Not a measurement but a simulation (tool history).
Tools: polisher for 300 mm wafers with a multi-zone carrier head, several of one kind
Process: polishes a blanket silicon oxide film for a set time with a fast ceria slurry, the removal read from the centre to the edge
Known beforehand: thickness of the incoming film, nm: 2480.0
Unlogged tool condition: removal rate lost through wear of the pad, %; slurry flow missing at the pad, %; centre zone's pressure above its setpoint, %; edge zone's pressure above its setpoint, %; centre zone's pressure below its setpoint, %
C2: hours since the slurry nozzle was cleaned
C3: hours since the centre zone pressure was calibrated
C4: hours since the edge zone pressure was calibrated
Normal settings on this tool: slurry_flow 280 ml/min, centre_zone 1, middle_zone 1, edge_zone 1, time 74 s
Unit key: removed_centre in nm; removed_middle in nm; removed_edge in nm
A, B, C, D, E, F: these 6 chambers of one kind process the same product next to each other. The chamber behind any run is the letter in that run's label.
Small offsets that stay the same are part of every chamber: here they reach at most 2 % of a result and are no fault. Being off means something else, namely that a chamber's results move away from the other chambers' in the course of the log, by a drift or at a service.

{"run": "1E", "hour": 2.2, "slurry_flow": 280, "centre_zone": 1, "middle_zone": 1, "edge_zone": 1, "time": 74, "wafers polished on this pad": 1119, "C2": 38.2, "C3": 182.4, "C4": 320.1, "removed_centre": 732.76, "removed_middle": 753.85, "removed_edge": 729.17}
{"run": "2D", "hour": 5.5, "slurry_flow": 280, "centre_zone": 1, "middle_zone": 1, "edge_zone": 1, "time": 74, "wafers polished on this pad": 188, "C2": 180.3, "C3": 48.3, "C4": 268.2, "removed_centre": 767.05, "removed_middle": 741.11, "removed_edge": 741.21}
{"run": "3B", "hour": 8.1, "slurry_flow": 280, "centre_zone": 1, "middle_zone": 1, "edge_zone": 1, "time": 74, "wafers polished on this pad": 448, "C2": 292.1, "C3": 450.9, "C4": 846.7, "removed_centre": 726.54, "removed_middle": 734.17, "removed_edge": 743.55}
{"run": "4F", "hour": 10.7, "slurry_flow": 280, "centre_zone": 1, "middle_zone": 1, "edge_zone": 1, "time": 74, "wafers polished on this pad": 203, "C2": 207.2, "C3": 278, "C4": 944.4, "removed_centre": 753.43, "removed_middle": 738.16, "removed_edge": 742.01}
{"run": "5A", "hour": 15.7, "slurry_flow": 280, "centre_zone": 1, "middle_zone": 1, "edge_zone": 1, "time": 74, "wafers polished on this pad": 279, "C2": 148.8, "C3": 711.5, "C4": 827.7, "removed_centre": 729.7, "removed_middle": 750.99, "removed_edge": 748.1}
{"run": "6C", "hour": 20.5, "slurry_flow": 280, "centre_zone": 1, "middle_zone": 1, "edge_zone": 1, "time": 74, "wafers polished on this pad": 563, "C2": 676.1, "C3": 854.9, "C4": 184.9, "removed_centre": 725.74, "removed_middle": 737.18, "removed_edge": 732.42}
{"run": "7F", "hour": 23.2, "slurry_flow": 280, "centre_zone": 1, "middle_zone": 1, "edge_zone": 1, "time": 74, "wafers polished on this pad": 354, "C2": 219.7, "C3": 290.5, "C4": 956.9, "removed_centre": 725.55, "removed_middle": 740.36, "removed_edge": 750.87}
{"run": "8D", "hour": 26.7, "slurry_flow": 280, "centre_zone": 1, "middle_zone": 0.89, "edge_zone": 1, "time": 63, "wafers polished on this pad": 445, "C2": 201.5, "C3": 69.5, "C4": 289.4, "removed_centre": 655.05, "removed_middle": 564.16, "removed_edge": 625.56}
{"hour": 29.9, "done": "chamber E: worn pad replaced by a new one"}
{"run": "9B", "hour": 30.6, "slurry_flow": 280, "centre_zone": 1, "middle_zone": 0.89, "edge_zone": 1, "time": 63, "wafers polished on this pad": 721, "C2": 314.6, "C3": 473.4, "C4": 869.2, "removed_centre": 608.54, "removed_middle": 563.81, "removed_edge": 624.26}
{"run": "10A", "hour": 34.5, "slurry_flow": 280, "centre_zone": 1, "middle_zone": 0.89, "edge_zone": 1, "time": 63, "wafers polished on this pad": 507, "C2": 167.6, "C3": 730.3, "C4": 846.5, "removed_centre": 619.32, "removed_middle": 562.57, "removed_edge": 632.9}
{"run": "11E", "hour": 38.2, "slurry_flow": 280, "centre_zone": 1, "middle_zone": 0.89, "edge_zone": 1, "time": 63, "wafers polished on this pad": 101, "C2": 74.2, "C3": 218.4, "C4": 356.1, "removed_centre": 627.85, "removed_middle": 559.55, "removed_edge": 628.46}
{"run": "12C", "hour": 42.7, "slurry_flow": 280, "centre_zone": 1, "middle_zone": 0.89, "edge_zone": 1, "time": 63, "wafers polished on this pad": 832, "C2": 698.3, "C3": 877.1, "C4": 207.1, "removed_centre": 616.83, "removed_middle": 562.01, "removed_edge": 619.29}
{"run": "13E", "hour": 45.1, "slurry_flow": 280, "centre_zone": 1, "middle_zone": 0.89, "edge_zone": 1, "time": 63, "wafers polished on this pad": 184, "C2": 81.1, "C3": 225.3, "C4": 363, "removed_centre": 633.83, "removed_middle": 563.42, "removed_edge": 624.04}
{"run": "14A", "hour": 47.6, "slurry_flow": 280, "centre_zone": 1, "middle_zone": 1, "edge_zone": 1, "time": 74, "wafers polished on this pad": 666, "C2": 180.7, "C3": 743.4, "C4": 859.6, "removed_centre": 731.32, "removed_middle": 744.86, "removed_edge": 746.19}
{"hour": 49.1, "done": "chamber C: worn pad replaced by a new one"}
{"hour": 50.4, "done": "chamber F: slurry nozzle cleaned"}
{"run": "15C", "hour": 50.8, "slurry_flow": 280, "centre_zone": 0.95, "middle_zone": 1, "edge_zone": 1, "time": 89, "wafers polished on this pad": 21, "C2": 706.4, "C3": 885.2, "C4": 215.2, "removed_centre": 841.42, "removed_middle": 891.81, "removed_edge": 878.88}
{"hour": 53.4, "done": "chamber D: worn pad replaced by a new one"}
{"run": "16F", "hour": 53.4, "slurry_flow": 280, "centre_zone": 0.95, "middle_zone": 1, "edge_zone": 1, "time": 89, "wafers polished on this pad": 720, "C2": 3.1, "C3": 320.7, "C4": 987.1, "removed_centre": 836.39, "removed_middle": 890.03, "removed_edge": 901.01}
{"run": "17B", "hour": 56.3, "slurry_flow": 280, "centre_zone": 0.95, "middle_zone": 1, "edge_zone": 1, "time": 89, "wafers polished on this pad": 1032, "C2": 340.3, "C3": 499.1, "C4": 894.9, "removed_centre": 832.81, "removed_middle": 883.53, "removed_edge": 886.28}
{"run": "18D", "hour": 59.6, "slurry_flow": 280, "centre_zone": 0.95, "middle_zone": 1, "edge_zone": 1, "time": 89, "wafers polished on this pad": 75, "C2": 234.4, "C3": 102.4, "C4": 322.3, "removed_centre": 844.93, "removed_middle": 888.23, "removed_edge": 888.26}
{"hour": 62.6, "done": "chamber B: worn pad replaced by a new one"}
{"run": "19F", "hour": 63.9, "slurry_flow": 280, "centre_zone": 0.95, "middle_zone": 1, "edge_zone": 1, "time": 89, "wafers polished on this pad": 847, "C2": 13.6, "C3": 331.2, "C4": 997.6, "removed_centre": 820.55, "removed_middle": 895.07, "removed_edge": 898.58}
{"run": "20B", "hour": 66.5, "slurry_flow": 280, "centre_zone": 0.95, "middle_zone": 1, "edge_zone": 1, "time": 89, "wafers polished on this pad": 48, "C2": 350.5, "C3": 509.3, "C4": 905.1, "removed_centre": 811.6, "removed_middle": 874.95, "removed_edge": 883.61}
{"run": "21E", "hour": 71.0, "slurry_flow": 280, "centre_zone": 1, "middle_zone": 1, "edge_zone": 1, "time": 74, "wafers polished on this pad": 498, "C2": 107, "C3": 251.2, "C4": 388.9, "removed_centre": 756.51, "removed_middle": 737.04, "removed_edge": 739.44}
{"hour": 73.2, "done": "chamber F: worn pad replaced by a new one"}
{"hour": 74.9, "done": "chamber C: slurry nozzle cleaned"}
{"run": "22C", "hour": 76.0, "slurry_flow": 370, "centre_zone": 1, "middle_zone": 1, "edge_zone": 1.07, "time": 74, "wafers polished on this pad": 326, "C2": 1.1, "C3": 910.4, "C4": 240.4, "removed_centre": 790.8, "removed_middle": 751.82, "removed_edge": 769.06}
{"run": "23D", "hour": 79.4, "slurry_flow": 370, "centre_zone": 1, "middle_zone": 1, "edge_zone": 1.07, "time": 74, "wafers polished on this pad": 315, "C2": 254.2, "C3": 122.2, "C4": 342.1, "removed_centre": 777.55, "removed_middle": 765.71, "removed_edge": 784.83}
{"hour": 81.6, "done": "chamber A: worn pad replaced by a new one"}
{"run": "24A", "hour": 83.1, "slurry_flow": 370, "centre_zone": 1, "middle_zone": 1, "edge_zone": 1.07, "time": 74, "wafers polished on this pad": 18, "C2": 216.2, "C3": 778.9, "C4": 895.1, "removed_centre": 757.92, "removed_middle": 765.43, "removed_edge": 791.56}
{"run": "25B", "hour": 87.2, "slurry_flow": 370, "centre_zone": 1, "middle_zone": 1, "edge_zone": 1.07, "time": 74, "wafers polished on this pad": 298, "C2": 371.2, "C3": 530, "C4": 925.8, "removed_centre": 756.16, "removed_middle": 760.68, "removed_edge": 772.41}
{"run": "26C", "hour": 90.7, "slurry_flow": 370, "centre_zone": 1, "middle_zone": 1, "edge_zone": 1.07, "time": 74, "wafers polished on this pad": 504, "C2": 15.8, "C3": 925.1, "C4": 255.1, "removed_centre": 800.21, "removed_middle": 770.82, "removed_edge": 770.8}
{"run": "27D", "hour": 95.0, "slurry_flow": 370, "centre_zone": 1, "middle_zone": 1, "edge_zone": 1.07, "time": 74, "wafers polished on this pad": 504, "C2": 269.8, "C3": 137.8, "C4": 357.7, "removed_centre": 774.13, "removed_middle": 758.77, "removed_edge": 784.4}
{"run": "28E", "hour": 97.2, "slurry_flow": 280, "centre_zone": 1, "middle_zone": 1, "edge_zone": 1, "time": 74, "wafers polished on this pad": 815, "C2": 133.2, "C3": 277.4, "C4": 415.1, "removed_centre": 740.17, "removed_middle": 736.46, "removed_edge": 741.33}
{"run": "29A", "hour": 99.7, "slurry_flow": 280, "centre_zone": 1, "middle_zone": 1, "edge_zone": 1, "time": 74, "wafers polished on this pad": 219, "C2": 232.8, "C3": 795.5, "C4": 911.7, "removed_centre": 729.64, "removed_middle": 734.17, "removed_edge": 741.81}
{"run": "30F", "hour": 102.0, "slurry_flow": 200, "centre_zone": 1, "middle_zone": 1.11, "edge_zone": 1, "time": 74, "wafers polished on this pad": 348, "C2": 51.7, "C3": 369.3, "C4": 1035.7, "removed_centre": 709.19, "removed_middle": 791.84, "removed_edge": 712.94}
{"run": "31F", "hour": 106.5, "slurry_flow": 200, "centre_zone": 1, "middle_zone": 1.11, "edge_zone": 1, "time": 74, "wafers polished on this pad": 403, "C2": 56.2, "C3": 373.8, "C4": 1040.2, "removed_centre": 712.96, "removed_middle": 775.84, "removed_edge": 721.02}
{"hour": 109.5, "done": "chamber D: worn pad replaced by a new one"}
{"run": "32E", "hour": 110.9, "slurry_flow": 200, "centre_zone": 1, "middle_zone": 1.11, "edge_zone": 1, "time": 74, "wafers polished on this pad": 981, "C2": 146.9, "C3": 291.1, "C4": 428.8, "removed_centre": 729.74, "removed_middle": 777.49, "removed_edge": 711.54}
{"hour": 113.4, "done": "chamber C: worn pad replaced by a new one"}
{"run": "33B", "hour": 114.1, "slurry_flow": 200, "centre_zone": 1, "middle_zone": 1.11, "edge_zone": 1, "time": 74, "wafers polished on this pad": 624, "C2": 398.1, "C3": 556.9, "C4": 952.7, "removed_centre": 685.51, "removed_middle": 779.42, "removed_edge": 711.91}
{"run": "34A", "hour": 117.3, "slurry_flow": 200, "centre_zone": 1, "middle_zone": 1.11, "edge_zone": 1, "time": 74, "wafers polished on this pad": 432, "C2": 250.4, "C3": 813.1, "C4": 929.3, "removed_centre": 689.29, "removed_middle": 777.43, "removed_edge": 709.59}
{"run": "35D", "hour": 119.7, "slurry_flow": 200, "centre_zone": 1, "middle_zone": 1.11, "edge_zone": 1, "time": 74, "wafers polished on this pad": 123, "C2": 294.5, "C3": 162.5, "C4": 382.4, "removed_centre": 722.2, "removed_middle": 797.28, "removed_edge": 716.4}
{"run": "36C", "hour": 124.4, "slurry_flow": 280, "centre_zone": 1, "middle_zone": 1, "edge_zone": 1, "time": 74, "wafers polished on this pad": 133, "C2": 49.5, "C3": 958.8, "C4": 288.8, "removed_centre": 809.69, "removed_middle": 751.56, "removed_edge": 738.02}
{"run": "37F", "hour": 127.3, "slurry_flow": 280, "centre_zone": 1, "middle_zone": 1, "edge_zone": 1, "time": 74, "wafers polished on this pad": 655, "C2": 77, "C3": 394.6, "C4": 1061, "removed_centre": 748.79, "removed_middle": 731.76, "removed_edge": 747.36}
{"hour": 127.6, "done": "chamber E: worn pad replaced by a new one"}
{"run": "38D", "hour": 132.0, "slurry_flow": 280, "centre_zone": 1, "middle_zone": 1, "edge_zone": 1, "time": 74, "wafers polished on this pad": 272, "C2": 306.8, "C3": 174.8, "C4": 394.7, "removed_centre": 752.64, "removed_middle": 745.08, "removed_edge": 741.81}
{"run": "39A", "hour": 134.8, "slurry_flow": 280, "centre_zone": 1, "middle_zone": 0.9, "edge_zone": 1, "time": 74, "wafers polished on this pad": 644, "C2": 267.9, "C3": 830.6, "C4": 946.8, "removed_centre": 729.28, "removed_middle": 671.85, "removed_edge": 739.27}
{"run": "40E", "hour": 139.8, "slurry_flow": 280, "centre_zone": 1, "middle_zone": 0.9, "edge_zone": 1, "time": 74, "wafers polished on this pad": 148, "C2": 175.8, "C3": 320, "C4": 457.7, "removed_centre": 732.17, "removed_middle": 668.99, "removed_edge": 741.83}
{"run": "41C", "hour": 143.2, "slurry_flow": 280, "centre_zone": 1, "middle_zone": 0.9, "edge_zone": 1, "time": 74, "wafers polished on this pad": 360, "C2": 68.3, "C3": 977.6, "C4": 307.6, "removed_centre": 828.33, "removed_middle": 667.08, "removed_edge": 730.1}
{"run": "42B", "hour": 148.1, "slurry_flow": 280, "centre_zone": 1, "middle_zone": 0.9, "edge_zone": 1, "time": 74, "wafers polished on this pad": 1036, "C2": 432.1, "C3": 590.9, "C4": 986.7, "removed_centre": 722.15, "removed_middle": 664.49, "removed_edge": 734.55}
{"run": "43A", "hour": 151.9, "slurry_flow": 280, "centre_zone": 1, "middle_zone": 0.9, "edge_zone": 1, "time": 74, "wafers polished on this pad": 851, "C2": 285, "C3": 847.7, "C4": 963.9, "removed_centre": 739.51, "removed_middle": 669.43, "removed_edge": 738.82}

Does one chamber stand apart from the rest, does the shared gauge drift, or is all well apart from small per-chamber offsets? Give the chamber and the most likely cause, where there is one.

Little by little, chamber C moves away from the other chambers.
What lies behind it: centre zone's pressure above its setpoint, % = 11.9.

Chamber C could run next with any of the 4 candidate recipes listed below; each alters the usual settings, and their results appear as question marks. Which one brings its results back in line with what the other chambers deliver on the usual settings?
To be in line, a result may differ from the other chambers' mean on the usual settings by at most: removed_centre 31 nm; removed_middle 22 nm; removed_edge 19 nm
{"run": "44C-1", "hour": 155.5, "slurry_flow": 280, "centre_zone": 1.03, "middle_zone": 1, "edge_zone": 0.99, "time": 74, "removed_centre": "?", "removed_middle": "?", "removed_edge": "?"}
{"run": "44C-2", "hour": 155.5, "slurry_flow": 280, "centre_zone": 0.97, "middle_zone": 1, "edge_zone": 1.01, "time": 74, "removed_centre": "?", "removed_middle": "?", "removed_edge": "?"}
{"run": "44C-3", "hour": 155.5, "slurry_flow": 285, "centre_zone": 1.09, "middle_zone": 0.99, "edge_zone": 0.96, "time": 75, "removed_centre": "?", "removed_middle": "?", "removed_edge": "?"}
{"run": "44C-4", "hour": 155.5, "slurry_flow": 275, "centre_zone": 0.91, "middle_zone": 1.01, "edge_zone": 1.04, "time": 73, "removed_centre": "?", "removed_middle": "?", "removed_edge": "?"}

Other chambers, usual settings, mean: removed_centre 740.24 nm; removed_middle 738.76 nm; removed_edge 739.66 nm
run=44C-1 removed_centre=846.19 removed_middle=737.29 removed_edge=728.47
run=44C-2 removed_centre=793.34 removed_middle=737.54 removed_edge=736.21
run=44C-3 removed_centre=912.99 removed_middle=741.45 removed_edge=727.67
run=44C-4 removed_centre=728.99 removed_middle=733.15 removed_edge=736.5
With 44C-4, the chamber falls back in line with the rest.
